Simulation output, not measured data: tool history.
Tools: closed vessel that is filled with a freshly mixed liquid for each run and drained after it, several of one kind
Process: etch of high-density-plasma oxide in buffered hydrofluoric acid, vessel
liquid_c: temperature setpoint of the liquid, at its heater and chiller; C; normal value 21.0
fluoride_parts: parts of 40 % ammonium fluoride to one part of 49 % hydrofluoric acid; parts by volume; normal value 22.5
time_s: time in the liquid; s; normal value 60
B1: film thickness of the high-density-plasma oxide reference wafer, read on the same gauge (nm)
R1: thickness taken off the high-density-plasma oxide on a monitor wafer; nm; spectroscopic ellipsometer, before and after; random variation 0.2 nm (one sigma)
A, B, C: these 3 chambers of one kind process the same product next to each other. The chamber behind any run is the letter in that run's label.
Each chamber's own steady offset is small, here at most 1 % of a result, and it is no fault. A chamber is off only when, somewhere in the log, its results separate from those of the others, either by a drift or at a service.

{"run": "1C", "hour": 6.0, "liquid_c": 21.0, "fluoride_parts": 22.5, "time_s": 60, "B1": 39.997, "R1": 46.431}
{"run": "2B", "hour": 11.9, "liquid_c": 21.0, "fluoride_parts": 22.5, "time_s": 60, "B1": 39.995, "R1": 46.575}
{"run": "3A", "hour": 17.0, "liquid_c": 21.0, "fluoride_parts": 22.5, "time_s": 60, "B1": 40.001, "R1": 45.964}
{"run": "4A", "hour": 22.1, "liquid_c": 21.0, "fluoride_parts": 22.5, "time_s": 60, "B1": 39.992, "R1": 45.712}
{"run": "5B", "hour": 27.2, "liquid_c": 21.0, "fluoride_parts": 22.5, "time_s": 60, "B1": 40.008, "R1": 46.017}
{"run": "6C", "hour": 35.6, "liquid_c": 21.0, "fluoride_parts": 22.5, "time_s": 60, "B1": 39.978, "R1": 46.289}
{"run": "7B", "hour": 42.5, "liquid_c": 21.0, "fluoride_parts": 22.5, "time_s": 60, "B1": 40.001, "R1": 46.168}
{"run": "8A", "hour": 51.6, "liquid_c": 21.0, "fluoride_parts": 22.5, "time_s": 35, "B1": 39.98, "R1": 26.822}
{"run": "9C", "hour": 58.5, "liquid_c": 21.0, "fluoride_parts": 22.5, "time_s": 35, "B1": 39.986, "R1": 27.124}
{"hour": 64.6, "done": "chamber A: hydrofluoric acid flow meter replaced"}
{"run": "10B", "hour": 67.8, "liquid_c": 21.0, "fluoride_parts": 22.5, "time_s": 35, "B1": 40.0, "R1": 27.307}
{"run": "11A", "hour": 75.9, "liquid_c": 21.0, "fluoride_parts": 22.5, "time_s": 60, "B1": 39.968, "R1": 45.701}
{"run": "12C", "hour": 84.4, "liquid_c": 21.0, "fluoride_parts": 22.5, "time_s": 60, "B1": 40.028, "R1": 46.415}
{"run": "13C", "hour": 93.6, "liquid_c": 21.0, "fluoride_parts": 22.5, "time_s": 60, "B1": 40.005, "R1": 46.144}
{"run": "14A", "hour": 100.7, "liquid_c": 21.0, "fluoride_parts": 22.5, "time_s": 60, "B1": 40.016, "R1": 45.952}
{"run": "15B", "hour": 105.2, "liquid_c": 21.0, "fluoride_parts": 22.5, "time_s": 60, "B1": 40.01, "R1": 47.476}
{"run": "16B", "hour": 111.7, "liquid_c": 19.0, "fluoride_parts": 22.5, "time_s": 60, "B1": 39.989, "R1": 42.553}
{"run": "17A", "hour": 120.9, "liquid_c": 19.0, "fluoride_parts": 22.5, "time_s": 60, "B1": 39.985, "R1": 40.879}
{"run": "18C", "hour": 125.8, "liquid_c": 19.0, "fluoride_parts": 22.5, "time_s": 60, "B1": 40.001, "R1": 41.201}
{"run": "19B", "hour": 132.7, "liquid_c": 21.0, "fluoride_parts": 29.0, "time_s": 35, "B1": 39.985, "R1": 23.271}
{"hour": 137.7, "done": "chamber A: thermometer replaced"}
{"run": "20C", "hour": 141.6, "liquid_c": 21.0, "fluoride_parts": 29.0, "time_s": 35, "B1": 40.004, "R1": 22.714}
{"run": "21A", "hour": 150.4, "liquid_c": 21.0, "fluoride_parts": 29.0, "time_s": 35, "B1": 40.015, "R1": 22.491}
{"run": "22C", "hour": 159.8, "liquid_c": 25.5, "fluoride_parts": 14.0, "time_s": 60, "B1": 39.993, "R1": 91.044}
{"run": "23A", "hour": 166.4, "liquid_c": 25.5, "fluoride_parts": 14.0, "time_s": 60, "B1": 39.999, "R1": 91.442}
{"run": "24B", "hour": 173.9, "liquid_c": 25.5, "fluoride_parts": 14.0, "time_s": 60, "B1": 39.985, "R1": 96.691}
{"run": "25B", "hour": 182.7, "liquid_c": 21.0, "fluoride_parts": 22.5, "time_s": 60, "B1": 40.01, "R1": 47.928}
{"run": "26C", "hour": 193.1, "liquid_c": 21.0, "fluoride_parts": 22.5, "time_s": 60, "B1": 39.996, "R1": 46.067}
{"run": "27A", "hour": 200.4, "liquid_c": 21.0, "fluoride_parts": 22.5, "time_s": 60, "B1": 40.008, "R1": 46.065}
{"run": "28C", "hour": 206.7, "liquid_c": 21.0, "fluoride_parts": 22.5, "time_s": 60, "B1": 40.011, "R1": 46.516}
{"run": "29B", "hour": 213.9, "liquid_c": 21.0, "fluoride_parts": 22.5, "time_s": 60, "B1": 39.99, "R1": 48.325}

Does one chamber stand apart from the rest, does the shared gauge drift, or is all well apart from small per-chamber offsets? Give the chamber and the most likely cause, where there is one.

It is chamber B that slowly wanders off from its peers.
What lies behind it: hydrofluoric acid flow above the setpoint (%) = 7.03.
With only this log, it may be confused with: liquid hotter than its thermometer reads (K).

Here are 4 candidates for chamber B's next run, each the usual settings with a change, their results left as question marks. Which one brings its results back in line with what the others give on the usual settings?
To be in line, a result may differ from the other chambers' mean on the usual settings by at most: R1 0.680 nm
{"run": "30B-1", "hour": 221.5, "liquid_c": 21.0, "fluoride_parts": 22.0, "time_s": 60, "R1": "?"}
{"run": "30B-2", "hour": 221.5, "liquid_c": 22.0, "fluoride_parts": 22.5, "time_s": 60, "R1": "?"}
{"run": "30B-3", "hour": 221.5, "liquid_c": 20.0, "fluoride_parts": 22.5, "time_s": 60, "R1": "?"}
{"run": "30B-4", "hour": 221.5, "liquid_c": 21.0, "fluoride_parts": 23.0, "time_s": 60, "R1": "?"}

Mean of the other chambers on the usual settings: R1 46.091 nm
run=30B-1 R1=49.310
run=30B-2 R1=51.288
run=30B-3 R1=45.922
run=30B-4 R1=47.799
The answer is 30B-3, which returns the chamber to within the allowed miss of the others.
